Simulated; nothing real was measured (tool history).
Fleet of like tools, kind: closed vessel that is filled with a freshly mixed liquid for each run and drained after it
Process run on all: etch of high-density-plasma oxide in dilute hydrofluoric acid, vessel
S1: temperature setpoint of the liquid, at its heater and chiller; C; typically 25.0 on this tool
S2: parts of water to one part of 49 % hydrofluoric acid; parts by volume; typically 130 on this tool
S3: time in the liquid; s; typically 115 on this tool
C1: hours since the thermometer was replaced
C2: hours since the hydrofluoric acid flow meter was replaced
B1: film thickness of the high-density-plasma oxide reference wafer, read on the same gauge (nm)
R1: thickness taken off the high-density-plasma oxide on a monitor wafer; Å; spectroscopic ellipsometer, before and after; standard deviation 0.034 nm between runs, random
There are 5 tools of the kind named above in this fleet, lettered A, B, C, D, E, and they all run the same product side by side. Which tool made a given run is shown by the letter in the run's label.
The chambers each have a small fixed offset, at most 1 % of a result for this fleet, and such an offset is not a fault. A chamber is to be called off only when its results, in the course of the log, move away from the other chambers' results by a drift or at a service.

run   hour    S1   S2   S3      C1      C2      B1       R1
 1A    4.3  25.0  130  115   802.5   726.2  110.01   64.565
 2E   10.4  25.0  130  115  1655.7    50.8  110.00   63.464
 3B   14.9  25.0  130  115   197.9   155.4  110.00   64.380
 4C   19.0  25.0  130  115  2544.5  1165.2  110.02   64.761
 5D   25.3  25.0  130  115   109.2  1168.4  110.00   64.755
 6E   29.9  25.0  130  115  1675.2    70.3  109.99   64.476
 7D   33.3  25.0  165  175   117.2  1176.4  110.01   73.775
 8C   37.7  25.0  165  175  2563.2  1183.9  110.02   74.593
 9B   42.6  25.0  165  175   225.6   183.1  109.99   75.150
10A   46.1  25.0  165  175   844.3   768.0  109.99   74.226
11C   49.9  25.0  165  175  2575.4  1196.1  110.04   74.874
12A   53.9  23.0  130  115   852.1   775.8  109.98   59.627
13D   59.2  23.0  130  115   143.1  1202.3  110.00   59.404
14B   62.3  23.0  130  115   245.3   202.8  109.96   59.916
15E   65.6  23.0  130  115  1710.9   106.0  110.00   59.832
16C   71.1  23.0  130  115  2596.6  1217.3  110.03   59.562
17E   74.1  28.5   95  115  1719.4   114.5  109.97  103.440
      75.6  -- chamber A: thermometer replaced
18B   81.0  28.5   95  115   264.0   221.5  110.01  104.670
19A   86.1  28.5   95  115    10.6   808.0  110.03  104.930
20D   90.5  28.5   95  115   174.4  1233.6  109.96  105.870
21B   96.8  28.5   95  115   279.8   237.3  110.01  106.900
22E  101.8  25.0  130  115  1747.1   142.2  110.01   64.574
23A  108.2  25.0  130  115    32.7   830.1  110.00   64.916
24C  111.7  25.0  130  115  2637.2  1257.9  110.03   62.402
25D  118.5  25.0  130  115   202.4  1261.6  109.99   64.899
26B  124.1  25.0  130  115   307.1   264.6  110.00   64.595
27A  127.5  25.0   70  150    52.0   849.4  110.00  165.310
28E  130.9  25.0   70  150  1776.2   171.3  109.99  166.250
29C  134.3  25.0   70  150  2659.8  1280.5  110.05  162.280
30D  140.1  25.0   70  150   224.0  1283.2  110.02  170.440
31B  144.3  25.0   70  150   327.3   284.8  110.01  169.160
32D  151.2  25.0  130  115   235.1  1294.3  110.00   64.331
33C  154.3  20.5  130   55  2679.8  1300.5  109.98   24.995
34A  158.5  20.5  130   55    83.0   880.4  109.99   25.674
     159.2  -- chamber E: thermometer replaced
35E  163.2  20.5  130   55     4.0   203.6  110.01   25.965
36D  166.9  20.5  130   55   250.8  1310.0  110.00   25.821
37E  170.9  20.5  130   55    11.7   211.3  109.99   25.935
38A  175.3  25.0  130  115    99.8   897.2  110.00   64.452
39C  180.4  25.0  130  115  2705.9  1326.6  110.00   61.200
40B  183.8  25.0  130  115   366.8   324.3  109.97   64.165
41A  188.5  25.0  130  115   113.0   910.4  110.00   64.310

Does one chamber stand apart from the rest, does the shared gauge drift, or is all well apart from small per-chamber offsets? Give the chamber and the most likely cause, where there is one.

It is chamber C that slowly wanders off from its peers.
Likeliest cause: hydrofluoric acid flow below the setpoint (%) = 5.13.
It could be hard to tell apart here from: liquid colder than its thermometer reads (K).

Here are 4 candidates for chamber C's next run, each the usual settings with a change, their results left as question marks. Which one brings its results back in line with what the others give on the usual settings?
In-line tolerance around the mean of the other chambers on the usual settings: R1 1.200 Å
42C-1  193.5  28.5  130  115               ?
42C-2  193.5  26.5  130  115               ?
42C-3  193.5  23.5  130  115               ?
42C-4  193.5  25.0  135  105               ?

The other chambers' mean on the usual settings: R1 64.612 Å
  run      R1
42C-1  69.787
42C-2  64.798
42C-3  57.824
42C-4  53.528
The answer is 42C-2, which returns the chamber to within the allowed miss of the others.

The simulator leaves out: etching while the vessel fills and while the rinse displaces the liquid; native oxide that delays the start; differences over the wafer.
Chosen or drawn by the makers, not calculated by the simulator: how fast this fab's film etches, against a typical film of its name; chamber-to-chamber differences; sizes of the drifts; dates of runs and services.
